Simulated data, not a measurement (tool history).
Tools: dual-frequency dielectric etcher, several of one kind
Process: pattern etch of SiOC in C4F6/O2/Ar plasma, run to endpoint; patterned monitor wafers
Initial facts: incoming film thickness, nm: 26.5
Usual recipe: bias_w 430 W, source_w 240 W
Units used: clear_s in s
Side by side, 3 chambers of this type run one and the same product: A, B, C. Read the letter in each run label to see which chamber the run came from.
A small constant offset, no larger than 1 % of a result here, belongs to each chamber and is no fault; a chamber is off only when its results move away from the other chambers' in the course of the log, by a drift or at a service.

| run | hour | bias_w | source_w | hours since the last wet clean | hours since the last bias power generator calibration | hours since the last source power generator calibration | clear_s |
|---|---|---|---|---|---|---|---|
| 1A | 15.6 | 430 | 240 | 249.2 | 1491.5 | 803.2 | 11.442 |
| 2B | 22.9 | 430 | 240 | 104.6 | 839.5 | 672.5 | 11.408 |
| 3C | 37.3 | 430 | 240 | 329.2 | 2533.7 | 2825.4 | 11.479 |
| 4B | 46.6 | 430 | 240 | 128.3 | 863.2 | 696.2 | 11.445 |
| 5A | 56.7 | 430 | 240 | 290.3 | 1532.6 | 844.3 | 11.534 |
| 6C | 64.0 | 430 | 240 | 355.9 | 2560.4 | 2852.1 | 11.462 |
| 7A | 77.4 | 430 | 240 | 311.0 | 1553.3 | 865.0 | 11.515 |
| 8C | 84.8 | 430 | 240 | 376.7 | 2581.2 | 2872.9 | 11.441 |
| 9B | 97.0 | 430 | 240 | 178.7 | 913.6 | 746.6 | 11.354 |
|  | 101.0 | chamber A: wet clean of the chamber |
| 10A | 111.8 | 430 | 290 | 10.9 | 1587.7 | 899.4 | 10.294 |
| 11B | 124.0 | 430 | 290 | 205.7 | 940.6 | 773.6 | 10.567 |
| 12C | 132.2 | 430 | 290 | 424.1 | 2628.6 | 2920.3 | 10.630 |
| 13C | 142.1 | 430 | 240 | 434.0 | 2638.5 | 2930.2 | 11.485 |
| 14A | 157.8 | 430 | 240 | 56.9 | 1633.7 | 945.4 | 11.022 |
| 15B | 168.0 | 430 | 240 | 249.7 | 984.6 | 817.6 | 11.433 |
| 16B | 175.4 | 430 | 240 | 257.1 | 992.0 | 825.0 | 11.437 |
| 17C | 187.5 | 430 | 240 | 479.4 | 2683.9 | 2975.6 | 11.426 |
| 18A | 197.7 | 430 | 240 | 96.8 | 1673.6 | 985.3 | 11.084 |
| 19A | 213.5 | 526 | 200 | 112.6 | 1689.4 | 1001.1 | 10.972 |
| 20C | 221.3 | 526 | 200 | 513.2 | 2717.7 | 3009.4 | 11.271 |

Predict what each chamber gives when all 3 of them run the settings below next.
| 21A | 233.0 | 374 | 240 |  |  |  | ? |
| 21B | 233.0 | 374 | 240 |  |  |  | ? |
| 21C | 233.0 | 374 | 240 |  |  |  | ? |

| run | clear_s |
|---|---|
| 21A | 11.628 |
| 21B | 12.013 |
| 21C | 12.140 |
